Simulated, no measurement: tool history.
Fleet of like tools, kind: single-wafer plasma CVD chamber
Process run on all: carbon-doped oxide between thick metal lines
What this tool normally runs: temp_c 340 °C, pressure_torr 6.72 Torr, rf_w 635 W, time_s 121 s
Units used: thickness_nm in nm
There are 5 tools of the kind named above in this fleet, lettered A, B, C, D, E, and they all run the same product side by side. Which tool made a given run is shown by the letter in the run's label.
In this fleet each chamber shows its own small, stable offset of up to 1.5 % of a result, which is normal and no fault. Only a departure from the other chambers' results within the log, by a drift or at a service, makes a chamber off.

| run | hour | temp_c | pressure_torr | rf_w | time_s | hours since the last thermocouple change | hours since the last RF generator calibration | hours since the last manometer calibration | read-back reference wafer on the same gauge, thickness_nm | thickness_nm |
|---|---|---|---|---|---|---|---|---|---|---|
| 1B | 7.7 | 340 | 6.72 | 635 | 121 | 115.2 | 1429.7 | 717.6 | 663.05 | 751.15 |
| 2D | 12.2 | 340 | 6.72 | 635 | 121 | 1144.4 | 724.5 | 1304.2 | 663.34 | 754.79 |
| 3E | 16.9 | 340 | 6.72 | 635 | 121 | 83.0 | 1653.1 | 1330.3 | 663.42 | 754.13 |
| 4C | 20.7 | 340 | 6.72 | 635 | 121 | 222.6 | 1170.8 | 993.2 | 663.39 | 741.77 |
| 5A | 26.3 | 340 | 6.72 | 635 | 121 | 2481.7 | 519.6 | 477.0 | 663.71 | 765.21 |
| 6A | 32.6 | 340 | 6.72 | 635 | 121 | 2488.0 | 525.9 | 483.3 | 663.65 | 764.30 |
| 7B | 36.9 | 340 | 6.72 | 635 | 121 | 144.4 | 1458.9 | 746.8 | 663.83 | 751.67 |
| 8E | 42.5 | 340 | 6.72 | 635 | 121 | 108.6 | 1678.7 | 1355.9 | 664.05 | 754.66 |
| 9C | 48.6 | 340 | 6.72 | 635 | 121 | 250.5 | 1198.7 | 1021.1 | 664.06 | 742.50 |
| 10D | 55.9 | 340 | 6.72 | 635 | 121 | 1188.1 | 768.2 | 1347.9 | 664.33 | 757.41 |
| 11C | 59.8 | 340 | 6.72 | 635 | 121 | 261.7 | 1209.9 | 1032.3 | 664.64 | 742.50 |
| 12D | 66.3 | 340 | 6.72 | 635 | 121 | 1198.5 | 778.6 | 1358.3 | 664.46 | 760.09 |
| 13B | 73.8 | 340 | 6.72 | 635 | 121 | 181.3 | 1495.8 | 783.7 | 664.78 | 752.29 |
| 14A | 77.3 | 340 | 6.72 | 635 | 121 | 2532.7 | 570.6 | 528.0 | 664.84 | 764.10 |
| 15E | 81.2 | 340 | 6.72 | 635 | 121 | 147.3 | 1717.4 | 1394.6 | 664.84 | 755.05 |
| 16C | 88.3 | 340 | 6.72 | 635 | 121 | 290.2 | 1238.4 | 1060.8 | 665.06 | 742.09 |
| 17B | 92.2 | 340 | 6.72 | 635 | 121 | 199.7 | 1514.2 | 802.1 | 664.85 | 752.16 |
| 18D | 96.7 | 340 | 6.72 | 635 | 121 | 1228.9 | 809.0 | 1388.7 | 664.89 | 759.90 |
| 19E | 103.5 | 340 | 6.72 | 635 | 121 | 169.6 | 1739.7 | 1416.9 | 665.36 | 754.95 |
| 20A | 109.8 | 340 | 6.72 | 635 | 121 | 2565.2 | 603.1 | 560.5 | 665.66 | 764.57 |
| 21C | 113.4 | 340 | 6.72 | 635 | 121 | 315.3 | 1263.5 | 1085.9 | 665.78 | 744.02 |
| 22D | 117.2 | 340 | 6.72 | 635 | 121 | 1249.4 | 829.5 | 1409.2 | 665.54 | 758.94 |
| 23B | 125.0 | 340 | 6.72 | 580 | 135 | 232.5 | 1547.0 | 834.9 | 665.99 | 796.86 |
| 24E | 132.9 | 340 | 6.72 | 580 | 135 | 199.0 | 1769.1 | 1446.3 | 666.30 | 796.65 |
|  | 135.2 | chamber A: thermocouple changed; heater temperature recalibrated |
| 25A | 140.6 | 340 | 6.72 | 580 | 135 | 5.5 | 633.9 | 591.3 | 666.54 | 807.24 |
| 26E | 147.5 | 340 | 6.72 | 580 | 135 | 213.6 | 1783.7 | 1460.9 | 666.43 | 800.43 |
| 27B | 153.7 | 340 | 6.72 | 580 | 135 | 261.2 | 1575.7 | 863.6 | 666.89 | 796.57 |
|  | 155.0 | chamber C: RF generator calibrated |
| 28C | 159.8 | 340 | 6.72 | 635 | 121 | 361.7 | 4.8 | 1132.3 | 666.57 | 742.41 |
| 29A | 163.6 | 340 | 6.72 | 635 | 121 | 28.5 | 656.9 | 614.3 | 666.68 | 766.63 |
| 30D | 167.8 | 340 | 6.72 | 635 | 121 | 1300.0 | 880.1 | 1459.8 | 666.84 | 759.11 |
| 31E | 173.0 | 340 | 6.72 | 635 | 121 | 239.1 | 1809.2 | 1486.4 | 667.17 | 756.52 |
| 32C | 178.7 | 340 | 6.72 | 635 | 121 | 380.6 | 23.7 | 1151.2 | 667.24 | 746.72 |
| 33A | 185.6 | 340 | 6.72 | 635 | 121 | 50.5 | 678.9 | 636.3 | 667.22 | 768.78 |

Next, all 5 chambers run the settings below, one line each with question marks for the results. What does each chamber give?
| 34A | 191.3 | 340 | 8.02 | 635 | 121 |  |  |  |  | ? |
| 34B | 191.3 | 340 | 8.02 | 635 | 121 |  |  |  |  | ? |
| 34C | 191.3 | 340 | 8.02 | 635 | 121 |  |  |  |  | ? |
| 34D | 191.3 | 340 | 8.02 | 635 | 121 |  |  |  |  | ? |
| 34E | 191.3 | 340 | 8.02 | 635 | 121 |  |  |  |  | ? |

| run | thickness_nm |
|---|---|
| 34A | 778.81 |
| 34B | 763.77 |
| 34C | 754.33 |
| 34D | 772.12 |
| 34E | 767.91 |
